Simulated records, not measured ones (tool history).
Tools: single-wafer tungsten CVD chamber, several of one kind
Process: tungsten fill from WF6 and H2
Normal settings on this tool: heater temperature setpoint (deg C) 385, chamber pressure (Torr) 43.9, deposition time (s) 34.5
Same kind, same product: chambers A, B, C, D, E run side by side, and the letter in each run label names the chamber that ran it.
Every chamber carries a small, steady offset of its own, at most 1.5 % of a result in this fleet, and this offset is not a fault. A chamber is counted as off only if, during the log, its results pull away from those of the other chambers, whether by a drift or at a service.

run	hour	heater temperature setpoint (deg C)	chamber pressure (Torr)	deposition time (s)	hours since the last thermocouple change	hours since the last manometer calibration	read-back reference wafer on the same gauge, thickness_nm	mean film thickness on the monitor wafer (nm)
1B	4.7	385	43.9	34.5	1048.8	1923.6	98.253	89.730
2A	8.8	385	43.9	34.5	1527.0	52.8	98.215	90.269
# hour 9.3: chamber B: capacitance manometer re-zeroed and calibrated
3C	16.2	385	43.9	34.5	1419.7	1130.2	98.142	89.934
4E	23.5	385	43.9	34.5	911.7	206.8	98.291	90.401
5D	30.7	385	43.9	34.5	450.3	1705.1	98.226	90.449
6B	38.2	385	43.9	34.5	1082.3	28.9	98.287	89.213
7D	43.5	385	43.9	34.5	463.1	1717.9	98.314	92.010
8C	49.0	385	43.9	34.5	1452.5	1163.0	98.028	90.562
9A	54.3	385	53.3	34.5	1572.5	98.3	98.230	99.280
10E	58.1	385	53.3	34.5	946.3	241.4	98.199	98.432
11D	62.8	385	53.3	34.5	482.4	1737.2	98.224	99.091
12B	70.4	385	53.3	34.5	1114.5	61.1	98.174	97.812
13C	79.1	385	53.3	34.5	1482.6	1193.1	98.244	98.444
14E	86.8	385	43.9	34.5	975.0	270.1	98.259	90.315
15A	91.6	385	43.9	34.5	1609.8	135.6	98.351	91.358
16B	99.0	385	43.9	34.5	1143.1	89.7	98.199	89.031
17D	106.2	385	43.9	34.5	525.8	1780.6	98.162	91.436
18E	113.4	385	43.9	34.5	1001.6	296.7	98.253	90.677
19C	117.4	385	43.9	34.5	1520.9	1231.4	98.140	90.185
20A	125.4	385	43.9	34.5	1643.6	169.4	98.144	90.623
21D	131.3	385	43.9	34.5	550.9	1805.7	98.244	91.089
22A	139.5	385	43.9	34.5	1657.7	183.5	98.286	91.520
23C	144.6	385	43.9	34.5	1548.1	1258.6	98.228	90.322
# hour 148.0: chamber A: thermocouple changed; heater temperature recalibrated
24E	151.2	385	43.9	34.5	1039.4	334.5	98.149	90.038
25B	157.3	385	43.9	34.5	1201.4	148.0	98.239	89.283
26B	163.1	385	43.9	34.5	1207.2	153.8	98.304	89.696
27D	169.7	385	43.9	34.5	589.3	1844.1	98.176	90.981
28C	174.5	390	53.3	34.5	1578.0	1288.5	98.121	108.250
29A	180.8	390	53.3	34.5	32.8	224.8	98.194	105.150
30E	189.2	390	53.3	34.5	1077.4	372.5	98.135	108.720
31D	197.8	390	53.3	34.5	617.4	1872.2	98.098	109.310
32A	204.4	390	53.3	34.5	56.4	248.4	98.306	104.700
33B	209.2	385	43.9	34.5	1253.3	199.9	98.264	89.745
34E	216.7	385	43.9	34.5	1104.9	400.0	98.234	90.165
35C	224.1	385	37.3	34.5	1627.6	1338.1	98.220	83.644
36A	231.8	385	37.3	34.5	83.8	275.8	98.193	80.785
37C	236.6	385	37.3	34.5	1640.1	1350.6	98.211	83.719
38E	244.6	385	37.3	34.5	1132.8	427.9	98.206	82.915

Which is it: a chamber that has drifted or been left off by a service, a gauge drift common to all chambers, or only each chamber's usual small offset? If a chamber is off, name it and its likeliest cause.

A service on chamber A put it out of line with the rest.
Likeliest cause: wafer temperature below the value expected at the setpoint (K) = 1.97.

Which of the 4 candidates below, each the usual settings with something changed and its results left as question marks, puts chamber A back in line with what the other chambers give on the usual settings?
Counts as in line when no further than this from what the other chambers average on the usual settings: mean film thickness on the monitor wafer (nm) 1.400
39A-1	250.9	385	43.8	34.4				?
39A-2	250.9	385	44.0	34.6				?
39A-3	250.9	385	40.6	34.5				?
39A-4	250.9	386	43.9	34.9				?

What the other chambers average on the usual settings: mean film thickness on the monitor wafer (nm) 90.251
run	mean film thickness on the monitor wafer (nm)
39A-1	87.041
39A-2	87.735
39A-3	84.224
39A-4	90.186
The answer is 39A-4, which returns the chamber to within the allowed miss of the others.
